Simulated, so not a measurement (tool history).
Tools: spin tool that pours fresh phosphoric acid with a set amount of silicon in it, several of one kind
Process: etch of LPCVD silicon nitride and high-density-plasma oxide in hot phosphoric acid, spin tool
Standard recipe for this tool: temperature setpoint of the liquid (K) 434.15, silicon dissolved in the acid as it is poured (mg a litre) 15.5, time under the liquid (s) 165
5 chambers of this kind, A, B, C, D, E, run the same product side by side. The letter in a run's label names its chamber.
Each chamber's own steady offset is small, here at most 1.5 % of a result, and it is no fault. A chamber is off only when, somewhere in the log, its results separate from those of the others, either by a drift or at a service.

run,hour,temperature setpoint of the liquid (K),silicon dissolved in the acid as it is poured (mg a litre),time under the liquid (s),hours since the thermometer was replaced,hours since the dissolved silicon flow meter was replaced,hours since the heated supply line was repaired,"read-back film thickness of the LPCVD silicon nitride reference wafer, read on the same gauge (nm)","read-back film thickness of the high-density-plasma oxide reference wafer, read on the same gauge (nm)",thickness taken off the LPCVD silicon nitride on a monitor wafer (Å),thickness taken off the high-density-plasma oxide on a monitor wafer (Å)
1D,5.7,434.15,15.5,165,1388.5,378.4,1722.7,79.970,29.969,144.110,3.1126
2E,9.8,434.15,15.5,165,154.2,1764.1,409.8,80.021,29.974,144.750,3.6997
3C,15.5,434.15,15.5,165,960.7,901.9,3140.2,80.007,29.997,142.910,3.5619
4B,21.2,434.15,15.5,165,1651.0,676.3,1249.6,79.941,29.984,142.280,3.3420
5A,26.6,434.15,15.5,165,324.8,198.0,1330.5,80.007,30.004,145.710,3.4718
6E,33.0,434.15,15.5,165,177.4,1787.3,433.0,79.967,29.977,146.680,3.3440
7A,37.3,434.15,15.5,165,335.5,208.7,1341.2,79.997,30.020,142.910,3.3746
8D,41.7,434.15,15.5,165,1424.5,414.4,1758.7,80.018,30.010,145.280,3.4707
9C,46.7,434.15,15.5,165,991.9,933.1,3171.4,79.998,29.995,144.010,3.4706
# hour 50.5: chamber D: dissolved silicon flow meter replaced
10B,52.1,434.15,15.5,165,1681.9,707.2,1280.5,79.996,30.004,143.990,3.4926
11C,59.7,434.15,15.5,165,1004.9,946.1,3184.4,79.993,29.986,143.880,3.4025
12E,67.1,434.15,15.5,165,211.5,1821.4,467.1,80.006,29.976,145.950,3.4032
13A,74.8,434.15,15.5,165,373.0,246.2,1378.7,80.033,29.996,144.200,3.3717
14B,82.4,434.15,15.5,165,1712.2,737.5,1310.8,79.972,30.024,140.970,3.8200
15D,88.6,434.15,15.5,165,1471.4,38.1,1805.6,80.019,29.971,142.920,3.3780
16A,95.1,434.15,15.5,165,393.3,266.5,1399.0,79.982,30.011,145.700,3.3155
17D,103.0,434.15,15.5,165,1485.8,52.5,1820.0,80.051,29.992,144.050,3.0135
18C,110.5,434.15,15.5,165,1055.7,996.9,3235.2,79.986,30.001,144.030,3.6222
19E,114.5,434.15,15.5,165,258.9,1868.8,514.5,80.018,29.969,146.540,3.5327
20B,121.0,434.15,15.5,165,1750.8,776.1,1349.4,80.066,30.023,141.980,3.1595
21C,127.2,435.15,11.5,165,1072.4,1013.6,3251.9,80.012,29.980,149.930,4.0063
22D,133.0,435.15,11.5,165,1515.8,82.5,1850.0,79.991,29.994,143.870,3.7459
23B,138.4,435.15,11.5,165,1768.2,793.5,1366.8,80.031,30.020,146.490,3.9074
# hour 139.5: chamber A: heated supply line repaired
24A,144.0,435.15,11.5,165,442.2,315.4,4.5,79.958,29.967,150.870,3.9698
25E,148.1,435.15,11.5,165,292.5,1902.4,548.1,79.961,29.969,151.010,4.1013
26B,155.3,434.15,15.5,165,1785.1,810.4,1383.7,79.967,30.017,142.990,3.0879
27D,161.9,434.15,25.0,75,1544.7,111.4,1878.9,79.989,30.018,61.967,1.0359
28A,168.6,434.15,25.0,75,466.8,340.0,29.1,80.023,30.000,66.717,1.1925
29E,173.7,434.15,25.0,75,318.1,1928.0,573.7,79.991,30.001,65.977,1.2629
30C,177.3,434.15,25.0,75,1122.5,1063.7,3302.0,79.997,30.030,65.566,1.2603
31E,184.3,434.15,25.0,75,328.7,1938.6,584.3,79.988,30.018,66.741,1.1967
32C,188.8,434.15,15.5,165,1134.0,1075.2,3313.5,79.992,30.005,145.090,3.2453
33D,196.0,432.15,15.5,240,1578.8,145.5,1913.0,79.985,29.988,182.070,3.5804

Next, all 5 chambers run the settings below, one line each with question marks for the results. What does each chamber give?
34A,201.6,434.15,15.5,165,,,,,,?,?
34B,201.6,434.15,15.5,165,,,,,,?,?
34C,201.6,434.15,15.5,165,,,,,,?,?
34D,201.6,434.15,15.5,165,,,,,,?,?
34E,201.6,434.15,15.5,165,,,,,,?,?

run,thickness taken off the LPCVD silicon nitride on a monitor wafer (Å),thickness taken off the high-density-plasma oxide on a monitor wafer (Å)
34A,144.550,3.2025
34B,141.360,3.2172
34C,143.730,2.9774
34D,134.180,2.7786
34E,146.630,3.2208

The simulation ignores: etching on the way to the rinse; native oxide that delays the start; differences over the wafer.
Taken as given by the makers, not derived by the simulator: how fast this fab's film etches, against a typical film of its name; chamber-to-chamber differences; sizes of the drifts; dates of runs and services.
